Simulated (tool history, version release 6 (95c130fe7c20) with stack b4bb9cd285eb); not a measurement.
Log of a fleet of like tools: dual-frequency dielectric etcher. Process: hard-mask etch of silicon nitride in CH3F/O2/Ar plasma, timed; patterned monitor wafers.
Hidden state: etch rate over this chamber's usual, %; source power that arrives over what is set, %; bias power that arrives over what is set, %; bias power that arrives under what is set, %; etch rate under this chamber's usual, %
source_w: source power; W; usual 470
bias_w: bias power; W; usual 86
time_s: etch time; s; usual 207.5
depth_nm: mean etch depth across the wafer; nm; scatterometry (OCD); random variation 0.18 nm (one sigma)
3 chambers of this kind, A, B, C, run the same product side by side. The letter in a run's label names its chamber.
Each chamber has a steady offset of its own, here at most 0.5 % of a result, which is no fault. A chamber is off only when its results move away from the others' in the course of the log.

run	hour	source_w	bias_w	time_s	hours since the last wet clean	hours since the last source power generator calibration	hours since the last bias power generator calibration	read-back reference wafer on the same gauge, depth_nm	depth_nm
1A	15.8	470	86	207.5	193.1	1139.8	208.6	167.04	163.71
2B	27.6	470	86	207.5	444.4	1022.5	798	167.1	164.33
3C	41.4	470	86	207.5	332.3	782.6	938.5	167.08	164.03
4B	52.6	470	86	207.5	469.4	1047.5	823	167.17	164.11
5A	62.5	470	86	207.5	239.8	1186.5	255.3	167.15	163.76
6C	71.3	470	86	207.5	362.2	812.5	968.4	167.16	163.74
7C	87.2	470	86	207.5	378.1	828.4	984.3	167.22	164.16
8A	96.4	470	86	207.5	273.7	1220.4	289.2	167.2	164.24
9B	112.1	470	86	207.5	528.9	1107	882.5	167.3	163.94
10B	126.5	470	86	207.5	543.3	1121.4	896.9	167.28	164.71
11A	139.8	470	86	207.5	317.1	1263.8	332.6	167.34	164.21
12C	149.7	470	86	207.5	440.6	890.9	1046.8	167.35	164.11
13B	156.8	470	78	207.5	573.6	1151.7	927.2	167.36	159.16
14A	164.3	470	78	207.5	341.6	1288.3	357.1	167.39	158.66
15C	171.7	470	78	207.5	462.6	912.9	1068.8	167.41	158.97
16C	182.8	470	78	207.5	473.7	924	1079.9	167.41	158.67
# hour 188.9: chamber A: wet clean of the chamber
17A	193.6	470	78	207.5	4.8	1317.6	386.4	167.47	159.18
18B	201.5	470	78	207.5	618.3	1196.4	971.9	167.49	159.04
# hour 201.9: chamber B: wet clean of the chamber
19C	216.6	470	86	207.5	507.5	957.8	1113.7	167.5	164.45
20B	224.3	470	86	207.5	22.4	1219.2	994.7	167.57	164.6
21A	237.4	470	86	207.5	48.6	1361.4	430.2	167.59	164.6
22B	247.4	470	86	207.5	45.5	1242.3	1017.8	167.56	164.91
23A	261.3	470	86	207.5	72.5	1385.3	454.1	167.66	164.44
24C	268.6	470	86	207.5	559.5	1009.8	1165.7	167.66	164.86
25C	284.5	470	86	207.5	575.4	1025.7	1181.6	167.69	164.3
26A	293.7	470	96	207.5	104.9	1417.7	486.5	167.72	170.67
27B	306.8	470	96	207.5	104.9	1301.7	1077.2	167.74	171.18

Is one chamber off against the others, does the gauge drift, or is nothing wrong? If a chamber is off, say which, and what the likeliest cause is.

The gauge drifts, so all chambers seem to drift together. No chamber is off.
Cause: gauge reads high (%) = 0.459.
